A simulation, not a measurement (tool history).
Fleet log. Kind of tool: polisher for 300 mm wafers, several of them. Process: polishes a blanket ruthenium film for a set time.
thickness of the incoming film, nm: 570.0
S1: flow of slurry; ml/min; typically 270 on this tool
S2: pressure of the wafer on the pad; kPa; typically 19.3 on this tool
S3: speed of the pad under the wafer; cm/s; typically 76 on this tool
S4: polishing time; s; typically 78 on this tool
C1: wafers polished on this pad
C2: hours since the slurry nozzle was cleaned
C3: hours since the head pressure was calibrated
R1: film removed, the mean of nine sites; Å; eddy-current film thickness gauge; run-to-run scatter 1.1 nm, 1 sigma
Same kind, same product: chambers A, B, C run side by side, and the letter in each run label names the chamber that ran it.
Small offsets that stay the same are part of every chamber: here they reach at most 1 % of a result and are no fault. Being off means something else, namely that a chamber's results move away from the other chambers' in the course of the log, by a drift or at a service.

At hour 3.4: chamber B: head pressure recalibrated.
Run 1C, hour 7.0: usual settings; C1 994; C2 81.4; C3 130.3. Result: R1 909.76 Å.
At hour 11.6: chamber C: worn pad replaced by a new one.
Run 2B, hour 18.1: usual settings; C1 907; C2 75.7; C3 14.7. Result: R1 898.65 Å.
At hour 24.7: chamber A: worn pad replaced by a new one.
Run 3A, hour 33.1: usual settings; C1 102; C2 297.3; C3 164.1. Result: R1 899.40 Å.
Run 4B, hour 43.0: usual settings; C1 1211; C2 100.6; C3 39.6. Result: R1 885.41 Å.
At hour 51.0: chamber B: worn pad replaced by a new one.
Run 5C, hour 58.0: usual settings but S4 94 s; C1 568; C2 132.4; C3 181.3. Result: R1 1094.40 Å.
Run 6A, hour 69.5: usual settings but S4 94 s; C1 547; C2 333.7; C3 200.5. Result: R1 1089.00 Å.
At hour 75.5: chamber A: slurry nozzle cleaned.
Run 7A, hour 79.3: usual settings but S4 94 s; C1 667; C2 3.9; C3 210.3. Result: R1 1113.90 Å.
Run 8C, hour 88.5: usual settings but S4 99 s; C1 941; C2 162.9; C3 211.8. Result: R1 1159.20 Å.
At hour 88.6: chamber A: worn pad replaced by a new one.
Run 9B, hour 99.3: usual settings but S4 99 s; C1 590; C2 156.9; C3 95.9. Result: R1 1155.30 Å.
At hour 100.8: chamber C: worn pad replaced by a new one.
Run 10B, hour 111.9: usual settings but S4 99 s; C1 744; C2 169.5; C3 108.5. Result: R1 1172.10 Å.
Run 11C, hour 125.8: usual settings; C1 306; C2 200.2; C3 249.1. Result: R1 906.04 Å.
Run 12A, hour 140.8: usual settings; C1 638; C2 65.4; C3 271.8. Result: R1 895.13 Å.
Run 13B, hour 149.7: usual settings; C1 1206; C2 207.3; C3 146.3. Result: R1 908.72 Å.
At hour 154.2: chamber A: worn pad replaced by a new one.
At hour 155.0: chamber B: worn pad replaced by a new one.
Run 14C, hour 158.2: usual settings; C1 702; C2 232.6; C3 281.5. Result: R1 910.60 Å.
Run 15A, hour 169.3: usual settings; C1 185; C2 93.9; C3 300.3. Result: R1 892.28 Å.
Run 16B, hour 176.0: usual settings; C1 257; C2 233.6; C3 172.6. Result: R1 900.28 Å.
At hour 179.5: chamber B: slurry nozzle cleaned.
At hour 188.9: chamber C: worn pad replaced by a new one.
Run 17C, hour 189.7: usual settings but S1 300 ml/min; C1 10; C2 264.1; C3 313.0. Result: R1 882.16 Å.
Run 18A, hour 203.0: usual settings but S1 300 ml/min; C1 597; C2 127.6; C3 334.0. Result: R1 884.73 Å.
At hour 215.0: chamber A: worn pad replaced by a new one.
At hour 217.2: chamber C: slurry nozzle cleaned.
Run 19C, hour 217.4: usual settings but S1 300 ml/min; C1 349; C2 0.3; C3 340.7. Result: R1 921.84 Å.
Run 20A, hour 232.3: usual settings; C1 212; C2 156.9; C3 363.3. Result: R1 847.74 Å.
Run 21B, hour 241.2: usual settings; C1 1054; C2 61.7; C3 237.8. Result: R1 888.98 Å.
Run 22B, hour 253.4: usual settings; C1 1203; C2 73.9; C3 250.0. Result: R1 905.03 Å.
Run 23C, hour 268.2: usual settings; C1 970; C2 51.1; C3 391.5. Result: R1 890.25 Å.
At hour 271.8: chamber C: worn pad replaced by a new one.
At hour 275.8: chamber B: worn pad replaced by a new one.
Run 24A, hour 279.8: usual settings; C1 792; C2 204.4; C3 410.8. Result: R1 826.33 Å.
At hour 286.3: chamber A: worn pad replaced by a new one.
Run 25C, hour 286.6: usual settings; C1 180; C2 69.5; C3 409.9. Result: R1 906.10 Å.
Run 26B, hour 294.6: usual settings; C1 230; C2 115.1; C3 291.2. Result: R1 901.55 Å.
Run 27A, hour 304.7: usual settings; C1 225; C2 229.3; C3 435.7. Result: R1 821.24 Å.
Run 28B, hour 319.7: usual settings; C1 537; C2 140.2; C3 316.3. Result: R1 915.61 Å.

Predict what each chamber gives when all 3 of them run the settings below next.
Run 29A, hour 330.5: usual settings but S2 21.4 kPa. Result: R1 ?.
Run 29B, hour 330.5: usual settings but S2 21.4 kPa. Result: R1 ?.
Run 29C, hour 330.5: usual settings but S2 21.4 kPa. Result: R1 ?.

run       R1
29A   905.57
29B  1005.10
29C   981.71
